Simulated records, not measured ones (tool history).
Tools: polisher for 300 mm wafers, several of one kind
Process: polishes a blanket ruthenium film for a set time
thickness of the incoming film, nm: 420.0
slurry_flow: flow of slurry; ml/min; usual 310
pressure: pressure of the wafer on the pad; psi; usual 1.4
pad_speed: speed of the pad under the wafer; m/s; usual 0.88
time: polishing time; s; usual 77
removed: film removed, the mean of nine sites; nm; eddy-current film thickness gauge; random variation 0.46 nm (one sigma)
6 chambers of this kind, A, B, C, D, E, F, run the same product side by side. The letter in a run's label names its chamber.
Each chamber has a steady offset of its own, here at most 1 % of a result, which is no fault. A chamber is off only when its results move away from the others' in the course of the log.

| run | hour | slurry_flow | pressure | pad_speed | time | removed |
|---|---|---|---|---|---|---|
|  | 1.4 | chamber D: worn pad replaced by a new one |
|  | 3.2 | chamber A: slurry nozzle cleaned |
| 1D | 14.5 | 310 | 1.4 | 0.88 | 77 | 56.935 |
| 2F | 29.5 | 310 | 1.4 | 0.88 | 77 | 56.942 |
| 3C | 36.8 | 310 | 1.4 | 0.88 | 77 | 57.275 |
|  | 41.3 | chamber B: worn pad replaced by a new one |
| 4E | 47.6 | 310 | 1.4 | 0.88 | 77 | 56.878 |
| 5A | 56.9 | 310 | 1.4 | 1.16 | 64 | 62.982 |
|  | 63.7 | chamber E: head pressure recalibrated |
| 6B | 70.5 | 310 | 1.4 | 1.16 | 64 | 61.91 |
|  | 71.7 | chamber D: slurry nozzle cleaned |
|  | 79.6 | chamber E: worn pad replaced by a new one |
|  | 83.1 | chamber F: slurry nozzle cleaned |
|  | 85.6 | chamber C: worn pad replaced by a new one |
| 7D | 86.4 | 310 | 1.4 | 1.16 | 64 | 62.489 |
|  | 95.4 | chamber D: head pressure recalibrated |
| 8E | 100.8 | 310 | 1.4 | 1.16 | 64 | 63.288 |
| 9C | 109.2 | 310 | 1.4 | 1.16 | 64 | 61.911 |
| 10F | 120.5 | 310 | 1.4 | 1.16 | 64 | 62.372 |
|  | 135.3 | chamber A: worn pad replaced by a new one |
| 11B | 135.3 | 310 | 1.4 | 0.88 | 77 | 57.377 |
|  | 138.4 | chamber D: worn pad replaced by a new one |
| 12A | 147.7 | 310 | 1.4 | 0.88 | 77 | 57.422 |
| 13B | 159.3 | 310 | 1.4 | 0.88 | 77 | 56.715 |
| 14D | 169 | 310 | 1.4 | 0.88 | 77 | 56.969 |
| 15C | 182.3 | 270 | 1.4 | 0.88 | 77 | 55.598 |
|  | 192.7 | chamber B: worn pad replaced by a new one |
|  | 193.3 | chamber C: slurry nozzle cleaned |
| 16F | 193.5 | 270 | 1.4 | 0.88 | 77 | 54.267 |
| 17E | 201.9 | 270 | 1.4 | 0.88 | 77 | 56.479 |
| 18A | 213.6 | 270 | 1.4 | 0.88 | 77 | 56.289 |
| 19E | 223 | 270 | 1.4 | 0.88 | 77 | 56.18 |
|  | 225.4 | chamber E: worn pad replaced by a new one |
|  | 229.2 | chamber B: head pressure recalibrated |
| 20D | 233.2 | 270 | 1.4 | 0.88 | 77 | 56.143 |
|  | 234 | chamber B: slurry nozzle cleaned |
|  | 237.6 | chamber C: head pressure recalibrated |
| 21C | 246.1 | 310 | 1.6 | 0.76 | 77 | 56.281 |
| 22F | 259.3 | 310 | 1.6 | 0.76 | 77 | 54.469 |
| 23B | 266.2 | 310 | 1.6 | 0.76 | 77 | 56.205 |
|  | 275.8 | chamber A: worn pad replaced by a new one |
| 24A | 276.9 | 310 | 1.6 | 0.76 | 77 | 56.873 |
| 25B | 284.4 | 310 | 1.6 | 0.76 | 77 | 57.133 |
|  | 287.2 | chamber C: worn pad replaced by a new one |
|  | 293.3 | chamber D: worn pad replaced by a new one |
| 26A | 298.3 | 310 | 1.6 | 0.76 | 77 | 57.107 |
| 27C | 311.1 | 310 | 1.7 | 0.88 | 77 | 69.499 |
|  | 320.7 | chamber E: slurry nozzle cleaned |
| 28E | 323.4 | 310 | 1.7 | 0.88 | 77 | 69.077 |
| 29D | 331.9 | 310 | 1.7 | 0.88 | 77 | 68.82 |
| 30F | 340.3 | 310 | 1.7 | 0.88 | 77 | 64.376 |
|  | 344.9 | chamber B: worn pad replaced by a new one |
| 31B | 353.2 | 310 | 1.7 | 0.88 | 77 | 70.629 |
| 32E | 361.3 | 310 | 1.7 | 0.88 | 77 | 68.923 |
| 33D | 369.8 | 310 | 1.4 | 0.88 | 77 | 56.948 |
|  | 374.9 | chamber E: worn pad replaced by a new one |
| 34C | 382 | 310 | 1.4 | 0.76 | 77 | 49.489 |
| 35F | 392.9 | 310 | 1.4 | 0.76 | 77 | 44.589 |
|  | 397.4 | chamber F: slurry nozzle cleaned |
| 36A | 405.5 | 310 | 1.4 | 0.76 | 77 | 48.834 |
| 37B | 419.6 | 310 | 1.4 | 0.76 | 77 | 48.919 |
| 38E | 431.4 | 310 | 1.4 | 0.76 | 77 | 49.352 |
| 39D | 442.6 | 310 | 1.4 | 0.76 | 77 | 49.095 |
| 40C | 449.8 | 310 | 1.4 | 0.88 | 77 | 57.004 |
| 41F | 458.9 | 310 | 1.4 | 0.88 | 77 | 51.085 |

Next, every chamber runs the same settings. What will each give?
| 42A | 470.3 | 310 | 1.4 | 0.88 | 77 | ? |
| 42B | 470.3 | 310 | 1.4 | 0.88 | 77 | ? |
| 42C | 470.3 | 310 | 1.4 | 0.88 | 77 | ? |
| 42D | 470.3 | 310 | 1.4 | 0.88 | 77 | ? |
| 42E | 470.3 | 310 | 1.4 | 0.88 | 77 | ? |
| 42F | 470.3 | 310 | 1.4 | 0.88 | 77 | ? |

| run | removed |
|---|---|
| 42A | 56.54 |
| 42B | 55.474 |
| 42C | 56.935 |
| 42D | 56.969 |
| 42E | 56.575 |
| 42F | 51.142 |
